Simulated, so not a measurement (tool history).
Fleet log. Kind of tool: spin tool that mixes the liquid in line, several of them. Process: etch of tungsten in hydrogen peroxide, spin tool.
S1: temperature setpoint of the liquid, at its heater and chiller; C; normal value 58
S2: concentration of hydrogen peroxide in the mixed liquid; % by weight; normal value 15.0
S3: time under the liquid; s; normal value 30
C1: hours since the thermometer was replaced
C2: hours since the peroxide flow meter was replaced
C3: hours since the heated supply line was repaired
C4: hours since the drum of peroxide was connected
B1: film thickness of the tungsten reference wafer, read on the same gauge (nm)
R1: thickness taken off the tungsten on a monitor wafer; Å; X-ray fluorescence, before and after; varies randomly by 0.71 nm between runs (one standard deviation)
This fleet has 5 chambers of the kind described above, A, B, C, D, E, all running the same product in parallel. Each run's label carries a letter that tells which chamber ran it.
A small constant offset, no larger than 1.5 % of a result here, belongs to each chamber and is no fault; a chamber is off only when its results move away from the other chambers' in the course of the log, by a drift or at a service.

Run 1A, hour 7.4: usual settings; C1 457.6; C2 342.0; C3 2045.5; C4 136.0; B1 29.988. Result: R1 718.15 Å.
Run 2C, hour 13.4: usual settings; C1 200.2; C2 1635.4; C3 1102.1; C4 1284.6; B1 29.989. Result: R1 716.12 Å.
At hour 19.0: chamber A: peroxide flow meter replaced.
Run 3E, hour 20.7: usual settings; C1 751.5; C2 1910.9; C3 284.1; C4 280.2; B1 30.011. Result: R1 732.35 Å.
Run 4D, hour 26.5: usual settings; C1 49.3; C2 1930.8; C3 658.0; C4 837.3; B1 30.002. Result: R1 702.87 Å.
Run 5B, hour 35.5: usual settings; C1 1527.1; C2 1294.2; C3 110.2; C4 877.6; B1 29.986. Result: R1 711.55 Å.
Run 6C, hour 40.9: usual settings but S3 50 s; C1 227.7; C2 1662.9; C3 1129.6; C4 1312.1; B1 29.982. Result: R1 1195.40 Å.
Run 7A, hour 50.1: usual settings but S3 50 s; C1 500.3; C2 31.1; C3 2088.2; C4 178.7; B1 30.002. Result: R1 1215.10 Å.
At hour 50.5: chamber B: new drum of peroxide connected.
Run 8D, hour 56.1: usual settings but S3 50 s; C1 78.9; C2 1960.4; C3 687.6; C4 866.9; B1 30.002. Result: R1 1173.30 Å.
Run 9B, hour 66.5: usual settings but S3 50 s; C1 1558.1; C2 1325.2; C3 141.2; C4 16.1; B1 30.000. Result: R1 1207.30 Å.
At hour 68.1: chamber C: new drum of peroxide connected.
Run 10E, hour 74.0: usual settings but S3 50 s; C1 804.8; C2 1964.2; C3 337.4; C4 333.5; B1 29.999. Result: R1 1210.60 Å.
Run 11E, hour 83.9: usual settings; C1 814.7; C2 1974.1; C3 347.3; C4 343.4; B1 30.011. Result: R1 717.79 Å.
Run 12C, hour 92.2: usual settings; C1 279.0; C2 1714.2; C3 1180.9; C4 24.1; B1 30.008. Result: R1 719.22 Å.
Run 13B, hour 97.1: usual settings; C1 1588.7; C2 1355.8; C3 171.8; C4 46.7; B1 29.998. Result: R1 727.58 Å.
Run 14D, hour 107.1: usual settings but S2 18.0 % by weight, S3 15 s; C1 129.9; C2 2011.4; C3 738.6; C4 917.9; B1 30.005. Result: R1 391.19 Å.
At hour 108.3: chamber D: peroxide flow meter replaced.
Run 15A, hour 114.8: usual settings but S2 18.0 % by weight, S3 15 s; C1 565.0; C2 95.8; C3 2152.9; C4 243.4; B1 30.005. Result: R1 385.43 Å.
Run 16A, hour 124.6: usual settings but S2 18.0 % by weight, S3 15 s; C1 574.8; C2 105.6; C3 2162.7; C4 253.2; B1 30.006. Result: R1 388.23 Å.
Run 17C, hour 134.3: usual settings but S2 18.0 % by weight, S3 15 s; C1 321.1; C2 1756.3; C3 1223.0; C4 66.2; B1 30.009. Result: R1 396.70 Å.
At hour 139.7: chamber D: heated supply line repaired.
Run 18D, hour 140.8: usual settings but S2 18.0 % by weight, S3 15 s; C1 163.6; C2 32.5; C3 1.1; C4 951.6; B1 30.006. Result: R1 393.84 Å.
Run 19E, hour 150.0: usual settings; C1 880.8; C2 2040.2; C3 413.4; C4 409.5; B1 29.989. Result: R1 720.98 Å.
Run 20B, hour 156.4: usual settings; C1 1648.0; C2 1415.1; C3 231.1; C4 106.0; B1 29.995. Result: R1 716.73 Å.
At hour 161.8: chamber E: peroxide flow meter replaced.
Run 21C, hour 164.9: usual settings; C1 351.7; C2 1786.9; C3 1253.6; C4 96.8; B1 29.990. Result: R1 713.46 Å.
Run 22B, hour 171.5: usual settings; C1 1663.1; C2 1430.2; C3 246.2; C4 121.1; B1 29.981. Result: R1 706.90 Å.
Run 23E, hour 176.6: usual settings; C1 907.4; C2 14.9; C3 440.0; C4 436.1; B1 29.985. Result: R1 725.75 Å.
Run 24A, hour 181.7: usual settings; C1 631.9; C2 162.7; C3 2219.8; C4 310.3; B1 29.988. Result: R1 705.55 Å.
Run 25D, hour 191.8: usual settings; C1 214.6; C2 83.5; C3 52.1; C4 1002.6; B1 30.015. Result: R1 713.27 Å.
Run 26C, hour 197.0: usual settings; C1 383.8; C2 1819.0; C3 1285.7; C4 128.9; B1 30.001. Result: R1 716.88 Å.
At hour 204.3: chamber D: new drum of peroxide connected.
Run 27B, hour 207.0: usual settings; C1 1698.6; C2 1465.7; C3 281.7; C4 156.6; B1 30.015. Result: R1 712.92 Å.
Run 28D, hour 213.0: usual settings; C1 235.8; C2 104.7; C3 73.3; C4 8.8; B1 29.993. Result: R1 721.67 Å.
Run 29E, hour 223.4: usual settings; C1 954.2; C2 61.7; C3 486.8; C4 482.9; B1 30.000. Result: R1 725.42 Å.
Run 30A, hour 228.2: usual settings but S1 66 C, S3 40 s; C1 678.4; C2 209.2; C3 2266.3; C4 356.8; B1 30.002. Result: R1 1440.30 Å.
Run 31B, hour 232.9: usual settings but S1 66 C, S3 40 s; C1 1724.5; C2 1491.6; C3 307.6; C4 182.5; B1 30.005. Result: R1 1504.30 Å.
Run 32D, hour 243.2: usual settings but S1 66 C, S3 40 s; C1 266.0; C2 134.9; C3 103.5; C4 39.0; B1 29.996. Result: R1 1531.40 Å.
Run 33C, hour 251.1: usual settings but S1 66 C, S3 40 s; C1 437.9; C2 1873.1; C3 1339.8; C4 183.0; B1 30.002. Result: R1 1530.60 Å.
Run 34A, hour 259.8: usual settings but S1 66 C, S3 40 s; C1 710.0; C2 240.8; C3 2297.9; C4 388.4; B1 29.999. Result: R1 1431.80 Å.
Run 35E, hour 267.3: usual settings; C1 998.1; C2 105.6; C3 530.7; C4 526.8; B1 29.993. Result: R1 738.97 Å.
Run 36E, hour 277.4: usual settings; C1 1008.2; C2 115.7; C3 540.8; C4 536.9; B1 30.003. Result: R1 718.38 Å.
Run 37D, hour 287.8: usual settings; C1 310.6; C2 179.5; C3 148.1; C4 83.6; B1 30.010. Result: R1 727.00 Å.
Run 38A, hour 295.4: usual settings; C1 745.6; C2 276.4; C3 2333.5; C4 424.0; B1 30.001. Result: R1 677.69 Å.
Run 39C, hour 303.1: usual settings; C1 489.9; C2 1925.1; C3 1391.8; C4 235.0; B1 29.998. Result: R1 708.00 Å.
Run 40B, hour 312.0: usual settings but S2 13.5 % by weight, S3 15 s; C1 1803.6; C2 1570.7; C3 386.7; C4 261.6; B1 30.006. Result: R1 340.74 Å.

Read the log: is a single chamber off, either drifting away or since a service, is the gauge that measures every chamber drifting, or is nothing wrong beyond small per-chamber offsets? Name any odd chamber and what most likely caused it.

It is chamber A that slowly wanders off from its peers.
Cause: temperature lost on the way to the wafer (K) = 1.09.
With only this log, it may be confused with: liquid colder than its thermometer reads (K); peroxide flow below the setpoint (%).

Below are 4 candidate recipes for chamber A's next run, each the usual settings with a change, their results shown as question marks. Which of them brings A's results back in line with what the other chambers give on the usual settings?
Maximum distance from the other chambers' mean on the usual settings for a result to count as in line: R1 25.00 Å
Run 41A-1, hour 319.5: usual settings but S1 56 C. Result: R1 ?.
Run 41A-2, hour 319.5: usual settings but S1 57 C. Result: R1 ?.
Run 41A-3, hour 319.5: usual settings but S1 59 C. Result: R1 ?.
Run 41A-4, hour 319.5: usual settings but S1 60 C. Result: R1 ?.

Mean of the other chambers on the usual settings: R1 718.35 Å
  run      R1
41A-1  604.04
41A-2  640.06
41A-3  718.37
41A-4  760.88
41A-3 brings the chamber back in line.
